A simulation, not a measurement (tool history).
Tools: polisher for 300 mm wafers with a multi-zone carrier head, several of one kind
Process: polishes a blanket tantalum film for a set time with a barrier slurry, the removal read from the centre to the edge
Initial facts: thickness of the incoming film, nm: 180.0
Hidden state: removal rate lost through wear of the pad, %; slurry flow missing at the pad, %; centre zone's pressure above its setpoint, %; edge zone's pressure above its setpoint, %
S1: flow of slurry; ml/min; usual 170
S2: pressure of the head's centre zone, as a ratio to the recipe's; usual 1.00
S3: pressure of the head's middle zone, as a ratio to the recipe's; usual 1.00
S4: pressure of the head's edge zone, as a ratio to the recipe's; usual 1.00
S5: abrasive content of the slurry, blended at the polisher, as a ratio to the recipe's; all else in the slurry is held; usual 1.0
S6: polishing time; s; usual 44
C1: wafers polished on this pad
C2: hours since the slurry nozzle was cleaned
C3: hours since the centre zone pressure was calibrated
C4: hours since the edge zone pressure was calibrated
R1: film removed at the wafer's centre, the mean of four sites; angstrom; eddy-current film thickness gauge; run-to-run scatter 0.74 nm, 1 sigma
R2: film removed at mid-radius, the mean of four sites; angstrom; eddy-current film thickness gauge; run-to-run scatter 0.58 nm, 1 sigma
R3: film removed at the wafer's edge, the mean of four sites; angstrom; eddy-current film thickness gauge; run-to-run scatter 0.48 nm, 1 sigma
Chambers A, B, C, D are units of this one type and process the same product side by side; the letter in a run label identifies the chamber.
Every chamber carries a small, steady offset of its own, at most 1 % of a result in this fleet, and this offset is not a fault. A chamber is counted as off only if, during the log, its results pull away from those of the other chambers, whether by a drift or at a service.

run   hour   S1    S2    S3    S4   S5  S6    C1     C2     C3     C4      R1      R2      R3
       4.1  -- chamber B: edge zone pressure recalibrated
 1D   11.1  170  1.00  1.00  1.00  1.0  44  1081  288.5   86.7  138.9  507.11  515.35  506.72
      18.9  -- chamber D: worn pad replaced by a new one
 2B   23.3  170  1.00  1.00  1.00  1.0  44   824  176.4  246.2   19.3  509.12  518.83  511.66
      31.3  -- chamber D: slurry nozzle cleaned
 3C   36.6  170  1.00  1.00  1.00  1.0  44  1198  605.4   40.2  304.9  514.02  518.21  513.81
      44.1  -- chamber C: worn pad replaced by a new one
 4A   47.5  170  1.00  1.00  1.00  1.0  44  1111  776.5  309.9  187.0  504.86  499.65  505.28
      53.6  -- chamber A: worn pad replaced by a new one
 5B   61.3  170  1.00  1.00  1.00  1.0  44  1396  214.4  284.2   57.3  516.30  528.46  505.69
      70.4  -- chamber C: slurry nozzle cleaned
 6A   70.9  170  1.00  1.00  1.00  1.0  44   261  799.9  333.3  210.4  519.85  520.34  517.08
 7D   84.2  170  1.00  1.00  1.00  1.0  44   981   52.9  159.8  212.0  515.50  514.77  518.26
      91.2  -- chamber D: worn pad replaced by a new one
 8C   97.6  170  1.00  1.00  1.00  1.0  44   805   27.2  101.2  365.9  521.79  514.69  513.78
 9D  106.2  170  1.00  1.00  1.00  1.0  44   225   74.9  181.8  234.0  525.58  499.57  518.46
     111.9  -- chamber B: centre zone pressure recalibrated
10A  117.3  170  1.00  1.00  0.94  1.1  44   958  846.3  379.7  256.8  526.92  522.14  506.63
     127.3  -- chamber C: worn pad replaced by a new one
11C  130.5  170  1.00  1.00  0.94  1.1  44    48   60.1  134.1  398.8  534.87  527.53  502.81
     134.5  -- chamber A: worn pad replaced by a new one
     136.6  -- chamber A: centre zone pressure recalibrated
12B  137.6  170  1.00  1.00  0.94  1.1  44  2543  290.7   25.7  133.6  507.75  525.61  512.30
     139.7  -- chamber A: slurry nozzle cleaned
13C  150.9  170  1.00  1.00  0.94  1.1  44   354   80.5  154.5  419.2  524.94  536.67  518.76
     156.1  -- chamber D: worn pad replaced by a new one
     156.7  -- chamber D: edge zone pressure recalibrated
14B  157.1  170  1.00  1.00  1.00  1.0  56  2836  310.2   45.2  153.1  658.88  635.02  646.29
15A  165.2  170  1.00  1.00  1.00  1.0  56   462   25.5   28.7  304.7  627.12  671.02  659.89
16D  176.6  170  1.00  1.00  1.00  1.0  56   308  145.3  252.2   20.0  663.40  645.95  652.51
17C  184.1  170  1.00  1.00  1.00  1.0  56   853  113.7  187.7  452.4  645.31  653.07  642.84
18B  194.2  170  1.00  1.00  1.00  1.0  44  3393  347.3   82.3  190.2  511.09  500.13  495.74
19D  204.7  170  1.00  1.00  1.00  1.0  44   731  173.4  280.3   48.1  521.53  499.05  519.24
     209.6  -- chamber A: worn pad replaced by a new one
20A  217.0  170  1.00  1.00  1.00  1.0  44   112   77.3   80.5  356.5  505.42  529.74  510.89
     227.3  -- chamber C: worn pad replaced by a new one
21B  229.1  170  1.00  1.00  1.00  1.0  44  3918  382.2  117.2  225.1  487.38  485.89  487.19
     237.8  -- chamber D: worn pad replaced by a new one
22C  239.3  170  1.00  1.00  1.00  1.0  44   181  168.9  242.9  507.6  522.92  513.22  511.73
23D  246.3  170  1.00  1.00  1.00  1.0  44   128  215.0  321.9   89.7  516.09  507.13  514.66
24A  253.3  170  1.00  1.07  1.00  1.0  44   658  113.6  116.8  392.8  510.72  546.51  512.85
25D  264.7  170  1.00  1.07  1.00  1.0  44   404  233.4  340.3  108.1  519.13  540.02  508.51
     276.4  -- chamber C: edge zone pressure recalibrated
26A  278.1  170  1.00  1.07  1.00  1.0  44  1030  138.4  141.6  417.6  492.16  545.49  512.04
27C  284.3  170  1.00  1.07  1.00  1.0  44   857  213.9  287.9    7.9  519.29  545.20  510.31
     285.9  -- chamber A: worn pad replaced by a new one
28B  295.4  170  1.00  1.00  1.00  1.0  44  4914  448.5  183.5  291.4  473.03  475.93  479.08
     308.6  -- chamber D: worn pad replaced by a new one
29C  308.6  170  1.00  1.00  1.00  1.0  44  1223  238.2  312.2   32.2  521.33  512.56  511.44
30B  315.1  170  1.00  1.00  1.00  1.0  44  5211  468.2  203.2  311.1  482.53  484.46  464.59
31D  326.1  170  1.00  1.00  1.00  1.0  44   264  294.8  401.7  169.5  509.26  501.74  509.47
32A  336.1  170  1.00  1.00  1.00  1.0  44   755  196.4  199.6  475.6  523.12  509.49  507.67
33B  348.2  170  1.00  1.00  1.00  1.0  56  5708  501.3  236.3  344.2  590.86  589.93  592.66
     356.5  -- chamber A: worn pad replaced by a new one
34A  356.5  170  1.00  1.00  1.00  1.0  56     0  216.8  220.0  496.0  647.37  659.78  665.23

Predict what each chamber gives when all 4 of them run the settings below next.
35A  366.5  170  1.08  1.00  1.00  1.0  44                   ?   ?   ?
35B  366.5  170  1.08  1.00  1.00  1.0  44                   ?   ?   ?
35C  366.5  170  1.08  1.00  1.00  1.0  44                   ?   ?   ?
35D  366.5  170  1.08  1.00  1.00  1.0  44                   ?   ?   ?

run      R1      R2      R3
35A  565.12  522.40  523.82
35B  491.00  461.78  460.86
35C  555.80  516.91  520.55
35D  546.43  503.65  511.44
